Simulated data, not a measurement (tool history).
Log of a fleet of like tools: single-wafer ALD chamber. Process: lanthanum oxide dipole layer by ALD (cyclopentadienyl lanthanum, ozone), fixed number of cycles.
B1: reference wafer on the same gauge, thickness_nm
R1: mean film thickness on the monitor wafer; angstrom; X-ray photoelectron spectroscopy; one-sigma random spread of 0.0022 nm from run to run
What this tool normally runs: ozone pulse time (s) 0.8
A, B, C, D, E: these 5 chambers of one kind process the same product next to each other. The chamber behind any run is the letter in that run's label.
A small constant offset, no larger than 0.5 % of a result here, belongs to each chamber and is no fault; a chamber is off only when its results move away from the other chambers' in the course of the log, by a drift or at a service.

Run 1D, day 0.338: usual settings; B1 0.43189. Result: R1 4.613 angstrom.
Run 2C, day 0.571: usual settings; B1 0.43159. Result: R1 4.6333 angstrom.
Run 3B, day 0.842: usual settings; B1 0.43198. Result: R1 4.5576 angstrom.
Run 4E, day 1.142: usual settings; B1 0.43167. Result: R1 4.615 angstrom.
Run 5A, day 1.542: usual settings; B1 0.43223. Result: R1 4.626 angstrom.
Run 6E, day 1.733: usual settings; B1 0.43177. Result: R1 4.6377 angstrom.
Run 7B, day 1.95: usual settings; B1 0.43177. Result: R1 4.5941 angstrom.
Run 8D, day 2.217: usual settings; B1 0.43208. Result: R1 4.6059 angstrom.
Run 9C, day 2.421: usual settings; B1 0.43184. Result: R1 4.5819 angstrom.
Run 10A, day 2.767: usual settings; B1 0.432. Result: R1 4.6151 angstrom.
Run 11B, day 3.117: usual settings; B1 0.43187. Result: R1 4.6102 angstrom.
Run 12C, day 3.492: usual settings; B1 0.43181. Result: R1 4.5901 angstrom.
At day 3.792: chamber A: ozone generator serviced.
Run 13E, day 3.825: usual settings but ozone pulse time (s) 0.63; B1 0.43139. Result: R1 4.1353 angstrom.
Run 14A, day 4.004: usual settings but ozone pulse time (s) 0.63; B1 0.43176. Result: R1 4.1902 angstrom.
Run 15D, day 4.2: usual settings but ozone pulse time (s) 0.63; B1 0.43196. Result: R1 4.1559 angstrom.
Run 16B, day 4.525: usual settings but ozone pulse time (s) 0.63; B1 0.43159. Result: R1 4.1655 angstrom.
Run 17A, day 4.7: usual settings but ozone pulse time (s) 0.63; B1 0.43258. Result: R1 4.1906 angstrom.
Run 18E, day 4.967: usual settings; B1 0.43204. Result: R1 4.635 angstrom.
At day 5.012: chamber E: ozone generator serviced.
Run 19C, day 5.338: usual settings; B1 0.43255. Result: R1 4.6321 angstrom.
Run 20D, day 5.525: usual settings; B1 0.43169. Result: R1 4.6155 angstrom.
At day 5.629: chamber D: ozone generator serviced.
Run 21B, day 5.929: usual settings; B1 0.4318. Result: R1 4.6002 angstrom.
Run 22A, day 6.162: usual settings; B1 0.43173. Result: R1 4.6518 angstrom.
Run 23E, day 6.404: usual settings; B1 0.4318. Result: R1 4.6287 angstrom.
Run 24C, day 6.679: usual settings; B1 0.43173. Result: R1 4.6313 angstrom.
Run 25D, day 7.017: usual settings; B1 0.43226. Result: R1 4.6325 angstrom.
Run 26D, day 7.208: usual settings; B1 0.43197. Result: R1 4.6213 angstrom.
Run 27A, day 7.496: usual settings; B1 0.43177. Result: R1 4.6356 angstrom.
Run 28C, day 7.767: usual settings; B1 0.4318. Result: R1 4.6072 angstrom.
Run 29E, day 8.075: usual settings; B1 0.43159. Result: R1 4.5988 angstrom.
Run 30B, day 8.35: usual settings; B1 0.43179. Result: R1 4.5978 angstrom.
Run 31B, day 8.633: usual settings; B1 0.43163. Result: R1 4.5617 angstrom.
Run 32C, day 8.917: usual settings but ozone pulse time (s) 0.49; B1 0.43165. Result: R1 3.5862 angstrom.
Run 33A, day 9.271: usual settings but ozone pulse time (s) 0.49; B1 0.43236. Result: R1 3.6295 angstrom.
Run 34D, day 9.467: usual settings but ozone pulse time (s) 0.49; B1 0.43194. Result: R1 3.5793 angstrom.
Run 35E, day 9.767: usual settings but ozone pulse time (s) 0.49; B1 0.43255. Result: R1 3.6154 angstrom.
Run 36C, day 10.025: usual settings but ozone pulse time (s) 0.49; B1 0.43172. Result: R1 3.5665 angstrom.
Run 37E, day 10.229: usual settings; B1 0.43183. Result: R1 4.6267 angstrom.
Run 38B, day 10.512: usual settings; B1 0.43196. Result: R1 4.5535 angstrom.
Run 39A, day 10.729: usual settings; B1 0.43225. Result: R1 4.6508 angstrom.
Run 40D, day 11.004: usual settings; B1 0.43198. Result: R1 4.6496 angstrom.
Run 41C, day 11.325: usual settings; B1 0.43175. Result: R1 4.6138 angstrom.
Run 42B, day 11.6: usual settings but ozone pulse time (s) 0.5; B1 0.43209. Result: R1 3.6569 angstrom.

One chamber off, gauge drift, or nothing amiss beyond the chambers' own small offsets? If it is a chamber, which one, and what is the likeliest cause?

All chambers stay in line apart from their small fixed offsets, and the gauge does not drift.
